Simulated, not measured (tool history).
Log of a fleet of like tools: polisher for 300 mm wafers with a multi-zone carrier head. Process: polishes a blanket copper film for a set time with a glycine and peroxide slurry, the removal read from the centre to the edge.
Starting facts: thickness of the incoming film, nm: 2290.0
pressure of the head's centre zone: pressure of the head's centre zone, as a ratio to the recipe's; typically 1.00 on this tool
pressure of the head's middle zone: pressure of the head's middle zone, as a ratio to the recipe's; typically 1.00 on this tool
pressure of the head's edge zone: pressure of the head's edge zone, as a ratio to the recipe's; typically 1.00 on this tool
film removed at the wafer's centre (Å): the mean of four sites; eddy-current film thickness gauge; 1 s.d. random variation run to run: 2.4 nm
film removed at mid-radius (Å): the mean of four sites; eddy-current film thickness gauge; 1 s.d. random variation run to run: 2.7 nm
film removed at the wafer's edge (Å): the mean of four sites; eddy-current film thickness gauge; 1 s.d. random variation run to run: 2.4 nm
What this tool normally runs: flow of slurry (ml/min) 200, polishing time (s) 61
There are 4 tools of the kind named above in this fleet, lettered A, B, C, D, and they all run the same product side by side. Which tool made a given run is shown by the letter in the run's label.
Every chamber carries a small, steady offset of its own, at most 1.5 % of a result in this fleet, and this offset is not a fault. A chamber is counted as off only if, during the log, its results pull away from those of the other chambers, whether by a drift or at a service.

run	hour	flow of slurry (ml/min)	pressure of the head's centre zone	pressure of the head's middle zone	pressure of the head's edge zone	polishing time (s)	film removed at the wafer's centre (Å)	film removed at mid-radius (Å)	film removed at the wafer's edge (Å)
1A	5.8	200	1.00	1.00	1.00	61	2264.3	2195.7	2234.4
2D	11.5	200	1.00	1.00	1.00	61	2265.5	2187.8	2259.0
# hour 12.6: chamber B: worn pad replaced by a new one
3C	17.0	200	1.00	1.00	1.00	61	2253.4	2163.2	2248.4
# hour 21.5: chamber A: worn pad replaced by a new one
4B	21.9	200	1.00	1.00	1.00	61	2220.5	2280.6	2226.6
5B	25.6	200	1.00	1.00	1.00	61	2200.6	2213.7	2227.4
6A	31.5	200	1.00	1.00	1.00	61	2234.5	2210.2	2256.7
# hour 36.7: chamber C: worn pad replaced by a new one
7C	37.4	200	1.00	1.00	1.00	61	2215.1	2244.7	2243.7
8D	43.4	200	1.00	1.00	1.00	61	2236.0	2225.8	2191.8
9B	47.2	230	1.00	1.00	1.00	68	2562.6	2475.3	2539.7
10D	51.0	230	1.00	1.00	1.00	68	2581.5	2523.3	2557.7
11C	58.9	230	1.00	1.00	1.00	68	2548.8	2491.8	2493.9
# hour 63.8: chamber D: worn pad replaced by a new one
# hour 64.2: chamber B: worn pad replaced by a new one
12A	67.0	230	1.00	1.00	1.00	68	2521.0	2549.7	2506.7
13D	70.8	200	1.00	1.00	1.00	61	2272.0	2239.6	2244.9
# hour 71.8: chamber A: worn pad replaced by a new one
14A	75.4	260	0.94	1.00	1.00	61	2159.4	2310.1	2266.5
15B	79.9	260	0.94	1.00	1.00	61	2130.2	2270.8	2288.0
16C	88.1	260	0.94	1.00	1.00	61	2165.5	2264.6	2290.5
17C	93.8	260	0.94	1.00	1.00	61	2196.2	2336.0	2339.6
# hour 100.5: chamber C: worn pad replaced by a new one
18A	102.0	200	1.00	1.00	1.00	61	2218.5	2245.0	2201.1
19D	105.7	200	1.00	1.00	1.00	61	2251.0	2176.0	2249.7
20B	112.7	200	1.00	1.00	1.00	61	2248.8	2183.3	2234.9
# hour 115.8: chamber B: centre zone pressure recalibrated
21B	116.8	200	1.00	1.00	1.00	61	2263.4	2216.2	2231.7
22A	120.4	200	1.00	1.00	1.00	61	2226.8	2231.9	2277.1
# hour 120.6: chamber B: worn pad replaced by a new one
# hour 122.9: chamber C: slurry nozzle cleaned
23C	124.4	160	1.00	1.00	1.06	61	2195.3	2114.5	2269.0
# hour 125.7: chamber A: worn pad replaced by a new one
# hour 126.5: chamber D: worn pad replaced by a new one
24D	129.0	160	1.00	1.00	1.06	61	2175.6	2123.2	2251.1
# hour 130.7: chamber A: centre zone pressure recalibrated
25A	135.0	160	1.00	1.00	1.06	61	1878.6	2110.5	2259.3
# hour 142.3: chamber D: centre zone pressure recalibrated
26C	142.8	160	1.00	1.00	1.06	61	2153.2	2163.9	2290.0
# hour 145.9: chamber C: centre zone pressure recalibrated
27B	146.5	200	1.00	1.00	1.00	61	2177.3	2292.0	2203.2
28D	155.0	200	1.00	1.05	0.92	61	2215.4	2346.5	2129.0
29B	159.1	200	1.00	1.05	0.92	61	2244.5	2307.1	2165.6
# hour 162.8: chamber C: worn pad replaced by a new one
30A	164.5	200	1.00	1.05	0.92	61	1982.8	2308.5	2086.4
31C	168.5	200	1.00	1.05	0.92	61	2212.4	2387.8	2147.7
# hour 169.4: chamber A: worn pad replaced by a new one
# hour 173.0: chamber B: worn pad replaced by a new one
32D	174.7	200	1.00	0.91	1.00	61	2246.6	2060.3	2225.2
33D	179.7	200	1.00	0.91	1.00	61	2284.7	2038.5	2246.7
34B	185.2	200	1.00	0.91	1.00	61	2222.8	2062.8	2279.2
# hour 189.1: chamber D: worn pad replaced by a new one
35A	192.7	200	1.00	0.91	1.00	61	2001.6	2048.8	2213.3
36C	200.7	200	1.00	1.00	1.00	61	2263.1	2147.9	2221.2
37D	206.2	200	1.00	1.00	1.00	61	2232.2	2263.2	2213.7
38A	211.2	200	1.00	1.00	1.00	61	2006.3	2272.7	2202.9
39B	216.4	200	1.04	1.00	1.00	61	2336.7	2237.9	2227.9
# hour 222.4: chamber B: worn pad replaced by a new one
40C	223.2	200	1.04	1.00	1.00	61	2357.7	2202.9	2265.0
# hour 225.5: chamber A: worn pad replaced by a new one
41B	231.6	200	1.04	1.00	1.00	61	2339.4	2211.3	2224.2
42D	236.8	200	1.04	1.00	1.00	61	2385.4	2267.4	2257.7
# hour 243.7: chamber C: worn pad replaced by a new one
43C	244.2	200	1.00	0.89	1.00	61	2262.5	1989.4	2262.6
44A	248.8	200	1.00	0.89	1.00	61	2002.5	1999.3	2205.7

Read the log: is a single chamber off, either drifting away or since a service, is the gauge that measures every chamber drifting, or is nothing wrong beyond small per-chamber offsets? Name any odd chamber and what most likely caused it.

A service left chamber A off against the others.
Cause: centre zone's pressure below its setpoint, % = 8.91.

Chamber A could run next with any of the 4 candidate recipes listed below; each alters the usual settings, and their results appear as question marks. Which one brings its results back in line with what the other chambers deliver on the usual settings?
In line means no further than this from the other chambers' mean on the usual settings: film removed at the wafer's centre (Å) 83.0; film removed at mid-radius (Å) 94.0; film removed at the wafer's edge (Å) 84.0
45A-1	254.9	205	1.09	0.98	0.98	62	?	?	?
45A-2	254.9	195	0.91	1.02	1.02	60	?	?	?
45A-3	254.9	195	0.96	1.01	1.01	60	?	?	?
45A-4	254.9	205	1.04	0.99	0.99	62	?	?	?

Average result of the remaining chambers running the usual settings: film removed at the wafer's centre (Å) 2242.9; film removed at mid-radius (Å) 2230.4; film removed at the wafer's edge (Å) 2237.8
run	film removed at the wafer's centre (Å)	film removed at mid-radius (Å)	film removed at the wafer's edge (Å)
45A-1	2243.5	2222.1	2224.0
45A-2	1759.1	2216.6	2185.6
45A-3	1868.7	2196.1	2174.4
45A-4	2129.4	2243.4	2235.7
45A-1 is the one that brings the chamber's results back in line with the other chambers.
